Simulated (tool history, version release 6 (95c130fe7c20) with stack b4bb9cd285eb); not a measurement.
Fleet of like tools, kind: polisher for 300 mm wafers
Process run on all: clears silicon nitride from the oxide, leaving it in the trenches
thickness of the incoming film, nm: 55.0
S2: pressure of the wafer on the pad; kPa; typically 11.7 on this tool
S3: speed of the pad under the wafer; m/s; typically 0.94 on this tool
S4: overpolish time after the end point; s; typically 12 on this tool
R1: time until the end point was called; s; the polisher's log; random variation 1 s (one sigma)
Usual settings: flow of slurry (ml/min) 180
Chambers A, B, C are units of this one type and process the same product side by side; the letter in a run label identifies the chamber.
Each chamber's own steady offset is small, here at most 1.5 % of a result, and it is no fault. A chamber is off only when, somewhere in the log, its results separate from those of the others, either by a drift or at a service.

{"run": "1A", "hour": 5.5, "flow of slurry (ml/min)": 180, "S2": 11.7, "S3": 0.94, "S4": 12, "R1": 112.32}
{"run": "2B", "hour": 11.9, "flow of slurry (ml/min)": 180, "S2": 11.7, "S3": 0.94, "S4": 12, "R1": 110.98}
{"run": "3C", "hour": 19.8, "flow of slurry (ml/min)": 180, "S2": 11.7, "S3": 0.94, "S4": 12, "R1": 113.59}
{"run": "4A", "hour": 26.4, "flow of slurry (ml/min)": 180, "S2": 11.7, "S3": 0.94, "S4": 12, "R1": 112.79}
{"run": "5B", "hour": 34.8, "flow of slurry (ml/min)": 180, "S2": 11.7, "S3": 0.94, "S4": 12, "R1": 111.62}
{"run": "6C", "hour": 42.3, "flow of slurry (ml/min)": 180, "S2": 11.7, "S3": 0.94, "S4": 12, "R1": 111.94}
{"run": "7A", "hour": 49.3, "flow of slurry (ml/min)": 180, "S2": 11.7, "S3": 0.94, "S4": 12, "R1": 112.71}
{"run": "8B", "hour": 55.1, "flow of slurry (ml/min)": 180, "S2": 11.7, "S3": 0.94, "S4": 12, "R1": 112.32}
{"run": "9C", "hour": 64.2, "flow of slurry (ml/min)": 180, "S2": 11.7, "S3": 0.94, "S4": 12, "R1": 111.95}
{"run": "10B", "hour": 73.6, "flow of slurry (ml/min)": 180, "S2": 11.7, "S3": 0.94, "S4": 12, "R1": 112.59}
{"hour": 74.8, "done": "chamber C: head pressure recalibrated"}
{"hour": 76.7, "done": "chamber B: worn pad replaced by a new one"}
{"hour": 79.3, "done": "chamber C: worn pad replaced by a new one"}
{"run": "11C", "hour": 83.1, "flow of slurry (ml/min)": 180, "S2": 11.7, "S3": 0.94, "S4": 12, "R1": 114.35}
{"run": "12A", "hour": 88.4, "flow of slurry (ml/min)": 180, "S2": 11.7, "S3": 0.94, "S4": 12, "R1": 118.36}
{"run": "13A", "hour": 95.6, "flow of slurry (ml/min)": 180, "S2": 11.7, "S3": 0.94, "S4": 12, "R1": 115.93}
{"run": "14B", "hour": 105.3, "flow of slurry (ml/min)": 180, "S2": 8.3, "S3": 0.94, "S4": 12, "R1": 157.9}
{"hour": 106.3, "done": "chamber B: head pressure recalibrated"}
{"run": "15C", "hour": 115.8, "flow of slurry (ml/min)": 180, "S2": 8.3, "S3": 0.94, "S4": 12, "R1": 161.68}
{"run": "16B", "hour": 122.1, "flow of slurry (ml/min)": 180, "S2": 8.3, "S3": 0.94, "S4": 12, "R1": 157.21}
{"run": "17A", "hour": 132.0, "flow of slurry (ml/min)": 180, "S2": 11.7, "S3": 0.94, "S4": 12, "R1": 119.68}
{"run": "18C", "hour": 141.1, "flow of slurry (ml/min)": 180, "S2": 11.7, "S3": 0.94, "S4": 12, "R1": 113.05}
{"run": "19C", "hour": 149.0, "flow of slurry (ml/min)": 180, "S2": 13.8, "S3": 0.94, "S4": 12, "R1": 97.653}
{"run": "20B", "hour": 153.7, "flow of slurry (ml/min)": 180, "S2": 13.8, "S3": 0.94, "S4": 12, "R1": 95.551}
{"run": "21A", "hour": 159.6, "flow of slurry (ml/min)": 180, "S2": 13.8, "S3": 0.94, "S4": 12, "R1": 103.03}

Has any chamber moved away from the others, gradually or after a service, or does the common gauge drift, or do the chambers differ only by their own small steady offsets? State the chamber and the most likely cause if one applies.

One chamber, A, drifts off from the rest bit by bit.
Likeliest cause: removal rate lost through wear of the pad, % = 8.08.
With only this log, it may be confused with: slurry flow missing at the pad, %; head's pressure below its setpoint, %.

Chamber A could run next with any of the 4 candidate recipes listed below; each alters the usual settings, and their results appear as question marks. Which one brings its results back in line with what the other chambers deliver on the usual settings?
To be in line, a result may differ from the other chambers' mean on the usual settings by at most: R1 3.6 s
{"run": "22A-1", "hour": 167.2, "flow of slurry (ml/min)": 180, "S2": 11, "S3": 0.92, "S4": 12, "R1": "?"}
{"run": "22A-2", "hour": 167.2, "flow of slurry (ml/min)": 180, "S2": 11.7, "S3": 0.92, "S4": 12, "R1": "?"}
{"run": "22A-3", "hour": 167.2, "flow of slurry (ml/min)": 180, "S2": 11.7, "S3": 0.96, "S4": 12, "R1": "?"}
{"run": "22A-4", "hour": 167.2, "flow of slurry (ml/min)": 180, "S2": 11.7, "S3": 1.02, "S4": 12, "R1": "?"}

Mean of the other chambers on the usual settings: R1 112.99 s
run=22A-1 R1=132.47
run=22A-2 R1=124.56
run=22A-3 R1=119.29
run=22A-4 R1=112.18
Change 22A-4 lands the chamber within the allowed miss of the other chambers.
